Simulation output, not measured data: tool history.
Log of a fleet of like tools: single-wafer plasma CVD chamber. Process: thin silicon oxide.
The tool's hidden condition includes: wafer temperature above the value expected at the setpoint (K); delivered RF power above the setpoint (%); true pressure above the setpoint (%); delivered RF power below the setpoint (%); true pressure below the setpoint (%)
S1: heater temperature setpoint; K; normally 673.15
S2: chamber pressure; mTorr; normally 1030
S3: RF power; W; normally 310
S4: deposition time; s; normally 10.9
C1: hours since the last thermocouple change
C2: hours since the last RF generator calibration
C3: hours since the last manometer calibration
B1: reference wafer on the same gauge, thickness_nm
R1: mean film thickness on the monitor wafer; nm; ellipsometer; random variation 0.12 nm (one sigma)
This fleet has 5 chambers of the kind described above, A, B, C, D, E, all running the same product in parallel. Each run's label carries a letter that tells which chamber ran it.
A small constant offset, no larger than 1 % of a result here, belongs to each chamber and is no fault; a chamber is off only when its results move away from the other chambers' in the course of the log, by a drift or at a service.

Run 1E, hour 8.6: usual settings; C1 1811.8; C2 1178.3; C3 1770.6; B1 29.102. Result: R1 25.12 nm.
Run 2B, hour 21.8: usual settings; C1 972.9; C2 189.9; C3 1689.5; B1 29.09. Result: R1 24.965 nm.
Run 3A, hour 29.2: usual settings; C1 498.1; C2 880.7; C3 818.7; B1 29.114. Result: R1 25.191 nm.
Run 4D, hour 44.3: usual settings; C1 2356.4; C2 896.7; C3 2764.6; B1 29.104. Result: R1 25.168 nm.
Run 5C, hour 58.4: usual settings but S2 870 mTorr, S3 285 W; C1 481.9; C2 953.5; C3 1818.3; B1 29.104. Result: R1 20.974 nm.
Run 6D, hour 72.2: usual settings but S2 870 mTorr, S3 285 W; C1 2384.3; C2 924.6; C3 2792.5; B1 29.125. Result: R1 21.13 nm.
Run 7A, hour 81.2: usual settings but S2 870 mTorr, S3 285 W; C1 550.1; C2 932.7; C3 870.7; B1 29.108. Result: R1 21.22 nm.
Run 8B, hour 91.4: usual settings but S2 870 mTorr, S3 285 W; C1 1042.5; C2 259.5; C3 1759.1; B1 29.102. Result: R1 21.094 nm.
Run 9C, hour 103.8: usual settings but S2 870 mTorr, S3 285 W; C1 527.3; C2 998.9; C3 1863.7; B1 29.067. Result: R1 20.964 nm.
Run 10E, hour 111.5: usual settings; C1 1914.7; C2 1281.2; C3 1873.5; B1 29.114. Result: R1 24.942 nm.
Run 11B, hour 123.2: usual settings; C1 1074.3; C2 291.3; C3 1790.9; B1 29.09. Result: R1 24.939 nm.
Run 12E, hour 135.1: usual settings; C1 1938.3; C2 1304.8; C3 1897.1; B1 29.069. Result: R1 24.932 nm.
Run 13A, hour 144.5: usual settings; C1 613.4; C2 996; C3 934; B1 29.113. Result: R1 24.81 nm.
Run 14D, hour 156.6: usual settings; C1 2468.7; C2 1009; C3 2876.9; B1 29.146. Result: R1 25.041 nm.
Run 15C, hour 167.7: usual settings; C1 591.2; C2 1062.8; C3 1927.6; B1 29.099. Result: R1 24.782 nm.
At hour 174.4: chamber E: RF generator calibrated.
Run 16E, hour 179: usual settings; C1 1982.2; C2 4.6; C3 1941; B1 29.13. Result: R1 24.915 nm.
Run 17B, hour 189.5: usual settings; C1 1140.6; C2 357.6; C3 1857.2; B1 29.115. Result: R1 25.009 nm.
Run 18D, hour 196.4: usual settings; C1 2508.5; C2 1048.8; C3 2916.7; B1 29.111. Result: R1 25.112 nm.
At hour 202.4: chamber D: capacitance manometer re-zeroed and calibrated.
Run 19A, hour 204.6: usual settings; C1 673.5; C2 1056.1; C3 994.1; B1 29.106. Result: R1 24.984 nm.
Run 20C, hour 212.9: usual settings; C1 636.4; C2 1108; C3 1972.8; B1 29.127. Result: R1 24.735 nm.
Run 21C, hour 223.2: usual settings; C1 646.7; C2 1118.3; C3 1983.1; B1 29.11. Result: R1 24.736 nm.
Run 22A, hour 233: usual settings; C1 701.9; C2 1084.5; C3 1022.5; B1 29.103. Result: R1 24.953 nm.
Run 23E, hour 245.3: usual settings but S2 1170 mTorr; C1 2048.5; C2 70.9; C3 2007.3; B1 29.083. Result: R1 27.147 nm.
Run 24B, hour 251.9: usual settings but S2 1170 mTorr; C1 1203; C2 420; C3 1919.6; B1 29.109. Result: R1 27.225 nm.
Run 25D, hour 263.9: usual settings but S2 1170 mTorr; C1 2576; C2 1116.3; C3 61.6; B1 29.102. Result: R1 25.877 nm.
Run 26B, hour 273.5: usual settings but S2 1170 mTorr; C1 1224.6; C2 441.6; C3 1941.2; B1 29.097. Result: R1 27.157 nm.
At hour 277.9: chamber D: thermocouple changed; heater temperature recalibrated.
Run 27D, hour 286: usual settings but S2 1170 mTorr; C1 8.1; C2 1138.4; C3 83.7; B1 29.082. Result: R1 25.98 nm.
Run 28E, hour 298.9: usual settings; C1 2102.1; C2 124.5; C3 2060.9; B1 29.086. Result: R1 24.977 nm.
Run 29C, hour 306.6: usual settings; C1 730.1; C2 1201.7; C3 2066.5; B1 29.065. Result: R1 25.058 nm.
Run 30A, hour 321.4: usual settings; C1 790.3; C2 1172.9; C3 1110.9; B1 29.082. Result: R1 25.315 nm.
Run 31B, hour 333.5: usual settings but S2 940 mTorr, S4 9 s; C1 1284.6; C2 501.6; C3 2001.2; B1 29.092. Result: R1 19.499 nm.
Run 32D, hour 342: usual settings but S2 940 mTorr, S4 9 s; C1 64.1; C2 1194.4; C3 139.7; B1 29.13. Result: R1 18.125 nm.
Run 33A, hour 351.5: usual settings but S2 940 mTorr, S4 9 s; C1 820.4; C2 1203; C3 1141; B1 29.087. Result: R1 19.26 nm.

The same settings go to every chamber for the next run, one line per chamber below. Forecast the results for each:
Run 34A, hour 362.2: usual settings but S4 8.9 s. Result: R1 ?.
Run 34B, hour 362.2: usual settings but S4 8.9 s. Result: R1 ?.
Run 34C, hour 362.2: usual settings but S4 8.9 s. Result: R1 ?.
Run 34D, hour 362.2: usual settings but S4 8.9 s. Result: R1 ?.
Run 34E, hour 362.2: usual settings but S4 8.9 s. Result: R1 ?.

run      R1
34A   20.52
34B  20.458
34C   20.11
34D  19.333
34E  20.384

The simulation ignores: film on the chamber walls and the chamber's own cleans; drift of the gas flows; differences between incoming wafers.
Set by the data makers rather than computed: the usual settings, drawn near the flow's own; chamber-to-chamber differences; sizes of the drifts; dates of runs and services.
